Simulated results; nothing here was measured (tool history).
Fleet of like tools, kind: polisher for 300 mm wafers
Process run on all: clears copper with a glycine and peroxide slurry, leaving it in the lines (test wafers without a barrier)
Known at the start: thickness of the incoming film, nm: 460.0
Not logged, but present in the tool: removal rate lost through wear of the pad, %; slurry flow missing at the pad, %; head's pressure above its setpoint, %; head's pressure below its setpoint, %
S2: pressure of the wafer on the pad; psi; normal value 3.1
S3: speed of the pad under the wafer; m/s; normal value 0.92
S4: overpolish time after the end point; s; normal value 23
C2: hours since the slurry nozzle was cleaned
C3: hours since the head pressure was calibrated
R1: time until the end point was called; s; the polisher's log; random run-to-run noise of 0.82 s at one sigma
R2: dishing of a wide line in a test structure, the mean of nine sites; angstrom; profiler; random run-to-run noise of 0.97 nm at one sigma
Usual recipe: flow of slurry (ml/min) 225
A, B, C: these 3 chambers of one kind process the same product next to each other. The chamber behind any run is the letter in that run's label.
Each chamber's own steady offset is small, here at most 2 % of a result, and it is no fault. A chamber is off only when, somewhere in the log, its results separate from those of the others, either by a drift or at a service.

Run 1B, hour 5.6: usual settings; wafers polished on this pad 1126; C2 414.4; C3 963.4. Result: R1 87.36 s, R2 665.59 angstrom.
At hour 10.5: chamber A: slurry nozzle cleaned.
Run 2C, hour 12.1: usual settings; wafers polished on this pad 122; C2 284.7; C3 120.8. Result: R1 88.586 s, R2 642.35 angstrom.
At hour 12.8: chamber B: worn pad replaced by a new one.
Run 3A, hour 20: usual settings; wafers polished on this pad 1128; C2 9.6; C3 110.7. Result: R1 87.004 s, R2 659.14 angstrom.
Run 4A, hour 25.6: usual settings; wafers polished on this pad 1172; C2 15.2; C3 116.3. Result: R1 87.181 s, R2 642.86 angstrom.
At hour 31.1: chamber A: worn pad replaced by a new one.
Run 5B, hour 33.1: usual settings but flow of slurry (ml/min) 280, S3 0.82 m/s; wafers polished on this pad 157; C2 441.9; C3 990.9. Result: R1 96.578 s, R2 620.44 angstrom.
At hour 36.7: chamber B: slurry nozzle cleaned.
Run 6C, hour 40: usual settings but flow of slurry (ml/min) 280, S3 0.82 m/s; wafers polished on this pad 338; C2 312.6; C3 148.7. Result: R1 94.217 s, R2 623.56 angstrom.
Run 7A, hour 48.5: usual settings but flow of slurry (ml/min) 280, S3 0.82 m/s; wafers polished on this pad 134; C2 38.1; C3 139.2. Result: R1 93.503 s, R2 618.52 angstrom.
Run 8B, hour 53.6: usual settings but S3 0.64 m/s; wafers polished on this pad 315; C2 16.9; C3 1011.4. Result: R1 118.86 s, R2 533.84 angstrom.
Run 9C, hour 59.9: usual settings but S3 0.64 m/s; wafers polished on this pad 492; C2 332.5; C3 168.6. Result: R1 116.45 s, R2 535.37 angstrom.
At hour 65.3: chamber C: worn pad replaced by a new one.
Run 10A, hour 67: usual settings but S3 0.64 m/s; wafers polished on this pad 277; C2 56.6; C3 157.7. Result: R1 116.46 s, R2 538.64 angstrom.
Run 11B, hour 75: usual settings; wafers polished on this pad 481; C2 38.3; C3 1032.8. Result: R1 88.386 s, R2 657.29 angstrom.
Run 12C, hour 80.5: usual settings; wafers polished on this pad 117; C2 353.1; C3 189.2. Result: R1 88.701 s, R2 674.97 angstrom.
Run 13A, hour 86.4: usual settings; wafers polished on this pad 427; C2 76; C3 177.1. Result: R1 87.288 s, R2 657.26 angstrom.
At hour 93.5: chamber B: head pressure recalibrated.
Run 14B, hour 94.8: usual settings; wafers polished on this pad 634; C2 58.1; C3 1.3. Result: R1 98.324 s, R2 625.69 angstrom.
Run 15C, hour 99: usual settings; wafers polished on this pad 260; C2 371.6; C3 207.7. Result: R1 89.071 s, R2 656.29 angstrom.
Run 16C, hour 106.2: usual settings; wafers polished on this pad 316; C2 378.8; C3 214.9. Result: R1 90.406 s, R2 668.39 angstrom.
Run 17A, hour 110.8: usual settings; wafers polished on this pad 616; C2 100.4; C3 201.5. Result: R1 86.552 s, R2 647.41 angstrom.
Run 18B, hour 115.5: usual settings; wafers polished on this pad 794; C2 78.8; C3 22. Result: R1 98.633 s, R2 613.4 angstrom.
Run 19A, hour 122: usual settings; wafers polished on this pad 702; C2 111.6; C3 212.7. Result: R1 86.912 s, R2 649.35 angstrom.
Run 20C, hour 127.1: usual settings; wafers polished on this pad 478; C2 399.7; C3 235.8. Result: R1 90.189 s, R2 643.42 angstrom.
Run 21B, hour 132.3: usual settings; wafers polished on this pad 924; C2 95.6; C3 38.8. Result: R1 96.763 s, R2 606.54 angstrom.
Run 22B, hour 140.5: usual settings but flow of slurry (ml/min) 165; wafers polished on this pad 987; C2 103.8; C3 47. Result: R1 103.73 s, R2 576.67 angstrom.
Run 23A, hour 144.7: usual settings but flow of slurry (ml/min) 165; wafers polished on this pad 878; C2 134.3; C3 235.4. Result: R1 90.803 s, R2 624.93 angstrom.

Next, every chamber runs the same settings. What will each give?
Run 24A, hour 151: usual settings but S4 18 s. Result: R1 ?, R2 ?.
Run 24B, hour 151: usual settings but S4 18 s. Result: R1 ?, R2 ?.
Run 24C, hour 151: usual settings but S4 18 s. Result: R1 ?, R2 ?.

run      R1      R2
24A  87.918  546.83
24B  99.032  496.23
24C  88.015  566.45

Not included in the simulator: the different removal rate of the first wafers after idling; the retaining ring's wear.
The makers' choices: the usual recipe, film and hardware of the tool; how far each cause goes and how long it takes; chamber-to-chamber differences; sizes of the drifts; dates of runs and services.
